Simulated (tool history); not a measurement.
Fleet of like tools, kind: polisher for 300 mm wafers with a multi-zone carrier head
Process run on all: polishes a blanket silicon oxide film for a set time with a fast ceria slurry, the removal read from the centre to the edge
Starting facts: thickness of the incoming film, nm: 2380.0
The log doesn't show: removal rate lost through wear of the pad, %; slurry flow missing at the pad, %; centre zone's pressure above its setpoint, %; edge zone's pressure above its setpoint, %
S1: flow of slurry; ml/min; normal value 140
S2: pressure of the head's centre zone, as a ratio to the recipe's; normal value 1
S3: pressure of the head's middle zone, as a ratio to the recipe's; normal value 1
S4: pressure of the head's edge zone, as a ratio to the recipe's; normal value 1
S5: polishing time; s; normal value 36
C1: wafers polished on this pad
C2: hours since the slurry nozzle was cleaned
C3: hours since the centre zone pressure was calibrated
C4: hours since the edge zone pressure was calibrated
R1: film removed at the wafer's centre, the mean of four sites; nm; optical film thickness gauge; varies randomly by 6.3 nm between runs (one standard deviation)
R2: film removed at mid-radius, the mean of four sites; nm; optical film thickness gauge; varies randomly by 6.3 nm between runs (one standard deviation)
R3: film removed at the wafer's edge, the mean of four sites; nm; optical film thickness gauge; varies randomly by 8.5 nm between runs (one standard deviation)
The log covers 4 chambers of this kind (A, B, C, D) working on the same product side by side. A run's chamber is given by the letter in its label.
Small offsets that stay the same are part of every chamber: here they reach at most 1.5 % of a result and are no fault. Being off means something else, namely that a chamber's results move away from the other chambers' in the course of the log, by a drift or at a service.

run	hour	S1	S2	S3	S4	S5	C1	C2	C3	C4	R1	R2	R3
# hour 2.1: chamber A: edge zone pressure recalibrated
1C	7.4	140	1	1	1	36	1122	450.7	77.2	1180.3	606.43	597.72	598.8
# hour 9.3: chamber C: edge zone pressure recalibrated
2B	16	140	1	1	1	36	289	127.1	495.5	568.1	604.6	604.06	599.11
# hour 19.8: chamber A: worn pad replaced by a new one
# hour 23: chamber D: worn pad replaced by a new one
3D	24.7	140	1	1	1	36	25	383.9	1002.3	238.8	595.87	601.56	595.35
# hour 32.5: chamber C: worn pad replaced by a new one
4A	32.5	140	1	1	1	36	181	252.7	373.8	30.5	589.19	578.97	598.54
5D	42.5	140	1	1	1	36	279	401.7	1020.1	256.6	598.07	601.1	596.59
6A	50.6	140	1	1	1	36	440	270.8	391.9	48.6	589.74	585.39	598.19
7B	55.4	140	1	1	1	36	852	166.5	534.9	607.5	601.75	594.32	580.15
8C	65.4	140	1	1	1	36	470	508.7	135.2	56.2	608.06	595.67	595.86
9C	70.2	140	1	1	1	36	539	513.5	140	61	607.14	596.7	587.11
# hour 76.3: chamber A: worn pad replaced by a new one
# hour 80.8: chamber A: centre zone pressure recalibrated
10B	80.9	140	1	1	1	36	1216	192	560.4	633	606.65	608.37	603.37
11D	86.2	140	1	1	1	36	903	445.4	1063.8	300.3	602.38	617.24	593.62
# hour 86.3: chamber B: worn pad replaced by a new one
# hour 86.5: chamber D: worn pad replaced by a new one
12A	93.1	140	1	0.89	1.08	36	240	313.3	12.4	91.1	586.24	519.87	636.14
13C	98.4	140	1	0.89	1.08	36	942	541.7	168.2	89.2	607.39	541.17	628.88
14D	104	140	1	0.89	1.08	36	250	463.2	1081.6	318.1	608.65	544.78	618.18
15B	112.5	140	1	0.89	1.08	36	374	223.6	592	664.6	609.65	536.07	634.71
16A	120	140	1	1	1	36	624	340.2	39.3	118	583.81	581.92	581.04
# hour 121.2: chamber C: worn pad replaced by a new one
17B	124.7	140	1	1	1	36	548	235.8	604.2	676.8	607.68	597.5	600.38
# hour 133.3: chamber A: worn pad replaced by a new one
18C	134.4	140	1	1	1	36	188	577.7	204.2	125.2	605.82	596.43	600.37
19A	141.3	140	0.96	1	0.93	36	115	361.5	60.6	139.3	556.59	572.37	554.61
# hour 143.6: chamber C: slurry nozzle cleaned
# hour 146.6: chamber D: worn pad replaced by a new one
20D	150.5	140	0.96	1	0.93	36	56	509.7	1128.1	364.6	571.27	599.74	578
21B	160	140	0.96	1	0.93	36	1052	271.1	639.5	712.1	580.58	587.4	578.62
# hour 162.1: chamber B: centre zone pressure recalibrated
# hour 162.8: chamber B: edge zone pressure recalibrated
22A	165.5	140	0.96	1	0.93	36	461	385.7	84.8	163.5	543.52	577.41	554.93
23C	174	140	1	1.08	1	36	754	30.5	243.8	164.8	618.42	659.12	609
24D	179.9	140	1	1.08	1	36	475	539.1	1157.5	394	590	639.69	598.31
# hour 184.7: chamber B: worn pad replaced by a new one
25A	185.9	140	1	1.08	1	36	752	406.1	105.2	183.9	564.05	605.97	593.01
26B	193.9	140	1	1.08	1	36	132	305	31.8	31.2	619.62	636.49	593.14
# hour 195.7: chamber A: worn pad replaced by a new one
27C	202	140	1	1	1	36	1153	58.5	271.8	192.8	614.24	599.13	615.09
# hour 204.4: chamber C: worn pad replaced by a new one
28D	206.9	140	1	0.91	1	36	861	566.1	1184.5	421	593.27	548.04	582.75
# hour 215.8: chamber D: worn pad replaced by a new one
29B	215.9	140	1	0.91	1	36	446	327	53.8	53.2	620.08	549.15	601.66
30C	222.1	140	1	0.91	1	36	253	78.6	291.9	212.9	618.4	543.52	603.38
31A	227.3	140	1	0.91	1	36	451	447.5	146.6	225.3	541.22	521.34	584.6
32D	236.7	140	1	1	1	36	298	595.9	1214.3	450.8	587.79	603	600.53
33A	244.7	140	1	1	1	36	700	464.9	164	242.7	546.05	555.1	573.05
34C	253.1	140	1	1	1	36	696	109.6	322.9	243.9	614.74	591.49	609.5
35D	261.7	140	1	1	1	36	655	620.9	1239.3	475.8	591.57	601.48	578.95
# hour 269: chamber B: worn pad replaced by a new one
# hour 269.4: chamber A: worn pad replaced by a new one
36B	270.6	140	1	1	1	36	23	381.7	108.5	107.9	614.8	590.79	589.16
# hour 278.5: chamber D: worn pad replaced by a new one
37C	281	140	1	1	1	36	1094	137.5	350.8	271.8	618.09	598.82	598.88
38A	289.7	140	1	1	1	36	291	509.9	209	287.7	542.23	546.22	569.99
# hour 291.9: chamber C: centre zone pressure recalibrated
# hour 293: chamber C: worn pad replaced by a new one
39D	296	140	1	1	1	36	250	655.2	1273.6	510.1	594.67	598.31	606.37
40B	306.3	140	1	1	1	36	533	417.4	144.2	143.6	606.35	583.7	600.9
41D	315.4	140	1	1	1	36	527	674.6	1293	529.5	600.47	605.78	600.91
42C	323.7	140	1	1	1	36	438	180.2	31.9	314.5	602.58	601.08	599.89

Next, all 4 chambers run the settings below, one line each with question marks for the results. What does each chamber give?
43A	331.5	140	1	1	1	36					?	?	?
43B	331.5	140	1	1	1	36					?	?	?
43C	331.5	140	1	1	1	36					?	?	?
43D	331.5	140	1	1	1	36					?	?	?

run	R1	R2	R3
43A	518.17	530.71	558.41
43B	603.43	590.21	597.23
43C	605.14	598.33	581.98
43D	586.92	600.7	595.09
